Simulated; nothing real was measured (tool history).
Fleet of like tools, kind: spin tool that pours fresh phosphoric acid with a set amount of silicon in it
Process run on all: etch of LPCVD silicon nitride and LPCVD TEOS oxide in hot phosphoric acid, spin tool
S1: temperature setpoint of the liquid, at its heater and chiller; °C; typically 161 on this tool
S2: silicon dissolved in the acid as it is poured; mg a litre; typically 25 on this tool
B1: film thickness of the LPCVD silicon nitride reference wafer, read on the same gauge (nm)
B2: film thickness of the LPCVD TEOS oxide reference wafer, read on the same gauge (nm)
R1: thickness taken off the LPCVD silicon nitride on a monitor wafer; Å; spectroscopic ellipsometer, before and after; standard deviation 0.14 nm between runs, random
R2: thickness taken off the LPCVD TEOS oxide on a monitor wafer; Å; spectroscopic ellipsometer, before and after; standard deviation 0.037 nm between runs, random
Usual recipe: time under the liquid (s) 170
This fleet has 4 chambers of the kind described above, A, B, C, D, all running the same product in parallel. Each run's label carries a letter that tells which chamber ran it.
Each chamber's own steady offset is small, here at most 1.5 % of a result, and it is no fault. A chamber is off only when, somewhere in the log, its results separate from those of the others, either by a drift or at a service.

Run 1D, hour 8.8: usual settings; B1 109.95; B2 29.984. Result: R1 151.17 Å, R2 4.8451 Å.
Run 2C, hour 15.1: usual settings; B1 110; B2 30.035. Result: R1 153.41 Å, R2 4.6023 Å.
Run 3A, hour 28: usual settings; B1 110; B2 30.024. Result: R1 154.83 Å, R2 4.7441 Å.
Run 4B, hour 37.4: usual settings; B1 110; B2 30.015. Result: R1 151.65 Å, R2 4.9899 Å.
At hour 48.2: chamber A: dissolved silicon flow meter replaced.
Run 5D, hour 48.6: usual settings; B1 110.01; B2 30.048. Result: R1 151.46 Å, R2 4.8119 Å.
Run 6B, hour 54.9: usual settings; B1 109.97; B2 30.006. Result: R1 151.26 Å, R2 5.1985 Å.
Run 7C, hour 62: usual settings but S2 38.5 mg a litre; B1 110.02; B2 29.969. Result: R1 153.27 Å, R2 2.7239 Å.
Run 8A, hour 69.5: usual settings but S2 38.5 mg a litre; B1 110.02; B2 30. Result: R1 151.44 Å, R2 2.4579 Å.
Run 9D, hour 83: usual settings but S2 38.5 mg a litre; B1 109.98; B2 30. Result: R1 151.06 Å, R2 2.6515 Å.
Run 10B, hour 94.6: usual settings but S2 38.5 mg a litre; B1 110.02; B2 29.988. Result: R1 152.36 Å, R2 2.7011 Å.
Run 11C, hour 105.3: usual settings; B1 109.99; B2 29.99. Result: R1 155.62 Å, R2 4.3118 Å.
Run 12A, hour 117.2: usual settings; B1 110.03; B2 29.949. Result: R1 155.37 Å, R2 5.2272 Å.
Run 13D, hour 126: usual settings; B1 109.96; B2 29.994. Result: R1 151.1 Å, R2 4.1728 Å.
Run 14A, hour 135.1: usual settings; B1 110; B2 29.988. Result: R1 152.91 Å, R2 4.4757 Å.
Run 15C, hour 148: usual settings; B1 110; B2 29.992. Result: R1 156.07 Å, R2 5.0567 Å.
Run 16B, hour 161.3: usual settings but S2 40.5 mg a litre; B1 110; B2 29.981. Result: R1 152.2 Å, R2 2.5112 Å.
Run 17C, hour 174.5: usual settings but S2 40.5 mg a litre; B1 109.98; B2 30.023. Result: R1 159.33 Å, R2 2.2867 Å.
Run 18B, hour 184.8: usual settings but S2 40.5 mg a litre; B1 110.05; B2 29.998. Result: R1 154.36 Å, R2 2.2842 Å.
Run 19D, hour 197.5: usual settings but S2 40.5 mg a litre; B1 110.02; B2 30.017. Result: R1 148.15 Å, R2 2.3275 Å.
Run 20A, hour 209.2: usual settings; B1 110.01; B2 30.013. Result: R1 153.01 Å, R2 5.3067 Å.
Run 21A, hour 219.6: usual settings; B1 110.06; B2 30.014. Result: R1 152.95 Å, R2 4.4797 Å.
Run 22B, hour 232: usual settings; B1 110; B2 30.015. Result: R1 153.06 Å, R2 4.3097 Å.
Run 23C, hour 241.3: usual settings; B1 109.99; B2 29.988. Result: R1 161 Å, R2 4.9448 Å.
Run 24D, hour 254.6: usual settings but time under the liquid (s) 235; B1 110; B2 30.007. Result: R1 208.28 Å, R2 5.607 Å.

The same settings go to every chamber for the next run, one line per chamber below. Forecast the results for each:
Run 25A, hour 264.2: usual settings but S2 15 mg a litre. Result: R1 ?, R2 ?.
Run 25B, hour 264.2: usual settings but S2 15 mg a litre. Result: R1 ?, R2 ?.
Run 25C, hour 264.2: usual settings but S2 15 mg a litre. Result: R1 ?, R2 ?.
Run 25D, hour 264.2: usual settings but S2 15 mg a litre. Result: R1 ?, R2 ?.

run      R1      R2
25A  152.56  6.3353
25B  153.02  6.8925
25C  160.25   6.516
25D  150.16  6.4947
